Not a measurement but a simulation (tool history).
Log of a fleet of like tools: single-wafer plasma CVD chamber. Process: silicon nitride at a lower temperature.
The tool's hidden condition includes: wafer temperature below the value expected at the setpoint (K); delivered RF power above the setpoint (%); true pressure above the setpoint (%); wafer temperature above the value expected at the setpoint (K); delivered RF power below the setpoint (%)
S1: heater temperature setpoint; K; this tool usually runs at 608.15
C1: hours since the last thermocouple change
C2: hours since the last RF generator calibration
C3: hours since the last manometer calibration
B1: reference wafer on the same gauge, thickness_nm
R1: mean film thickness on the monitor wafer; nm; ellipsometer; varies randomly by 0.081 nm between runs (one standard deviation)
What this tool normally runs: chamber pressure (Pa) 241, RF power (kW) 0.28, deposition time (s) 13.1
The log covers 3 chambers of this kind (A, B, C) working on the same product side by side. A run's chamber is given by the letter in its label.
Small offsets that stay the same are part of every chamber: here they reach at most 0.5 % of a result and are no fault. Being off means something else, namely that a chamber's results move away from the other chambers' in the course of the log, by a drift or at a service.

run 1C hour=16.3 | S1=608.15 chamber_pressure_(Pa)=241 RF_power_(kW)=0.28 deposition_time_(s)=13.1 | C1=279 C2=1143.1 C3=842.3 | B1=16.7 | R1=15.339
run 2A hour=26.2 | S1=608.15 chamber_pressure_(Pa)=241 RF_power_(kW)=0.28 deposition_time_(s)=13.1 | C1=373.8 C2=102 C3=309.6 | B1=16.717 | R1=15.372
run 3B hour=42.1 | S1=608.15 chamber_pressure_(Pa)=241 RF_power_(kW)=0.28 deposition_time_(s)=13.1 | C1=529.7 C2=115.5 C3=304.9 | B1=16.701 | R1=15.42
run 4B hour=53.4 | S1=608.15 chamber_pressure_(Pa)=241 RF_power_(kW)=0.28 deposition_time_(s)=13.1 | C1=541 C2=126.8 C3=316.2 | B1=16.671 | R1=15.282
run 5C hour=66.5 | S1=608.15 chamber_pressure_(Pa)=241 RF_power_(kW)=0.28 deposition_time_(s)=13.1 | C1=329.2 C2=1193.3 C3=892.5 | B1=16.709 | R1=15.355
run 6A hour=77.5 | S1=608.15 chamber_pressure_(Pa)=241 RF_power_(kW)=0.28 deposition_time_(s)=12.2 | C1=425.1 C2=153.3 C3=360.9 | B1=16.709 | R1=14.272
run 7A hour=89 | S1=608.15 chamber_pressure_(Pa)=241 RF_power_(kW)=0.28 deposition_time_(s)=12.2 | C1=436.6 C2=164.8 C3=372.4 | B1=16.723 | R1=14.388
run 8C hour=103 | S1=608.15 chamber_pressure_(Pa)=241 RF_power_(kW)=0.28 deposition_time_(s)=12.2 | C1=365.7 C2=1229.8 C3=929 | B1=16.711 | R1=14.24
run 9B hour=110.4 | S1=608.15 chamber_pressure_(Pa)=241 RF_power_(kW)=0.28 deposition_time_(s)=13.1 | C1=598 C2=183.8 C3=373.2 | B1=16.723 | R1=15.354
run 10B hour=123.1 | S1=608.15 chamber_pressure_(Pa)=241 RF_power_(kW)=0.28 deposition_time_(s)=13.1 | C1=610.7 C2=196.5 C3=385.9 | B1=16.713 | R1=15.405
run 11C hour=130.7 | S1=608.15 chamber_pressure_(Pa)=241 RF_power_(kW)=0.28 deposition_time_(s)=13.1 | C1=393.4 C2=1257.5 C3=956.7 | B1=16.703 | R1=15.296
run 12A hour=144.5 | S1=608.15 chamber_pressure_(Pa)=241 RF_power_(kW)=0.28 deposition_time_(s)=13.1 | C1=492.1 C2=220.3 C3=427.9 | B1=16.673 | R1=15.404
run 13A hour=151.6 | S1=608.15 chamber_pressure_(Pa)=267 RF_power_(kW)=0.28 deposition_time_(s)=14.2 | C1=499.2 C2=227.4 C3=435 | B1=16.709 | R1=16.958
run 14B hour=162.3 | S1=608.15 chamber_pressure_(Pa)=267 RF_power_(kW)=0.28 deposition_time_(s)=14.2 | C1=649.9 C2=235.7 C3=425.1 | B1=16.704 | R1=16.895
run 15C hour=171.7 | S1=608.15 chamber_pressure_(Pa)=267 RF_power_(kW)=0.28 deposition_time_(s)=14.2 | C1=434.4 C2=1298.5 C3=997.7 | B1=16.7 | R1=16.615
run 16C hour=180 | S1=608.15 chamber_pressure_(Pa)=241 RF_power_(kW)=0.28 deposition_time_(s)=13.1 | C1=442.7 C2=1306.8 C3=1006 | B1=16.679 | R1=15.127
run 17A hour=195.2 | S1=608.15 chamber_pressure_(Pa)=241 RF_power_(kW)=0.28 deposition_time_(s)=13.1 | C1=542.8 C2=271 C3=478.6 | B1=16.698 | R1=15.248
run 18B hour=205.3 | S1=621.15 chamber_pressure_(Pa)=241 RF_power_(kW)=0.28 deposition_time_(s)=13.1 | C1=692.9 C2=278.7 C3=468.1 | B1=16.714 | R1=15.296
run 19B hour=215.4 | S1=621.15 chamber_pressure_(Pa)=241 RF_power_(kW)=0.28 deposition_time_(s)=13.1 | C1=703 C2=288.8 C3=478.2 | B1=16.681 | R1=15.305
run 20A hour=226.9 | S1=621.15 chamber_pressure_(Pa)=241 RF_power_(kW)=0.28 deposition_time_(s)=13.1 | C1=574.5 C2=302.7 C3=510.3 | B1=16.706 | R1=15.166
run 21C hour=237.4 | S1=608.15 chamber_pressure_(Pa)=241 RF_power_(kW)=0.28 deposition_time_(s)=13.1 | C1=500.1 C2=1364.2 C3=1063.4 | B1=16.708 | R1=14.882
run 22B hour=247.6 | S1=608.15 chamber_pressure_(Pa)=241 RF_power_(kW)=0.28 deposition_time_(s)=13.1 | C1=735.2 C2=321 C3=510.4 | B1=16.713 | R1=15.276
run 23C hour=260.3 | S1=608.15 chamber_pressure_(Pa)=241 RF_power_(kW)=0.28 deposition_time_(s)=13.1 | C1=523 C2=1387.1 C3=1086.3 | B1=16.692 | R1=14.865
run 24A hour=273.7 | S1=608.15 chamber_pressure_(Pa)=241 RF_power_(kW)=0.28 deposition_time_(s)=13.1 | C1=621.3 C2=349.5 C3=557.1 | B1=16.679 | R1=15.22
run 25B hour=283.9 | S1=608.15 chamber_pressure_(Pa)=241 RF_power_(kW)=0.28 deposition_time_(s)=13.1 | C1=771.5 C2=357.3 C3=546.7 | B1=16.68 | R1=15.28
run 26A hour=299.4 | S1=608.15 chamber_pressure_(Pa)=241 RF_power_(kW)=0.28 deposition_time_(s)=13.1 | C1=647 C2=375.2 C3=582.8 | B1=16.71 | R1=15.319
run 27C hour=309.5 | S1=608.15 chamber_pressure_(Pa)=241 RF_power_(kW)=0.28 deposition_time_(s)=13.1 | C1=572.2 C2=1436.3 C3=1135.5 | B1=16.699 | R1=14.603
run 28C hour=321.8 | S1=608.15 chamber_pressure_(Pa)=241 RF_power_(kW)=0.28 deposition_time_(s)=13.1 | C1=584.5 C2=1448.6 C3=1147.8 | B1=16.696 | R1=14.769
run 29A hour=333 | S1=608.15 chamber_pressure_(Pa)=241 RF_power_(kW)=0.28 deposition_time_(s)=13.1 | C1=680.6 C2=408.8 C3=616.4 | B1=16.694 | R1=15.3
run 30B hour=349.3 | S1=608.15 chamber_pressure_(Pa)=241 RF_power_(kW)=0.28 deposition_time_(s)=13.1 | C1=836.9 C2=422.7 C3=612.1 | B1=16.703 | R1=15.368
run 31A hour=365.1 | S1=608.15 chamber_pressure_(Pa)=241 RF_power_(kW)=0.28 deposition_time_(s)=13.1 | C1=712.7 C2=440.9 C3=648.5 | B1=16.727 | R1=15.245
run 32B hour=380.2 | S1=608.15 chamber_pressure_(Pa)=241 RF_power_(kW)=0.28 deposition_time_(s)=13.1 | C1=867.8 C2=453.6 C3=643 | B1=16.707 | R1=15.344

Next, every chamber runs the same settings. What will each give?
run 33A hour=391.9 | S1=617.15 chamber_pressure_(Pa)=241 RF_power_(kW)=0.28 deposition_time_(s)=13.1 | R1=?
run 33B hour=391.9 | S1=617.15 chamber_pressure_(Pa)=241 RF_power_(kW)=0.28 deposition_time_(s)=13.1 | R1=?
run 33C hour=391.9 | S1=617.15 chamber_pressure_(Pa)=241 RF_power_(kW)=0.28 deposition_time_(s)=13.1 | R1=?

run=33A R1=15.179
run=33B R1=15.323
run=33C R1=14.343

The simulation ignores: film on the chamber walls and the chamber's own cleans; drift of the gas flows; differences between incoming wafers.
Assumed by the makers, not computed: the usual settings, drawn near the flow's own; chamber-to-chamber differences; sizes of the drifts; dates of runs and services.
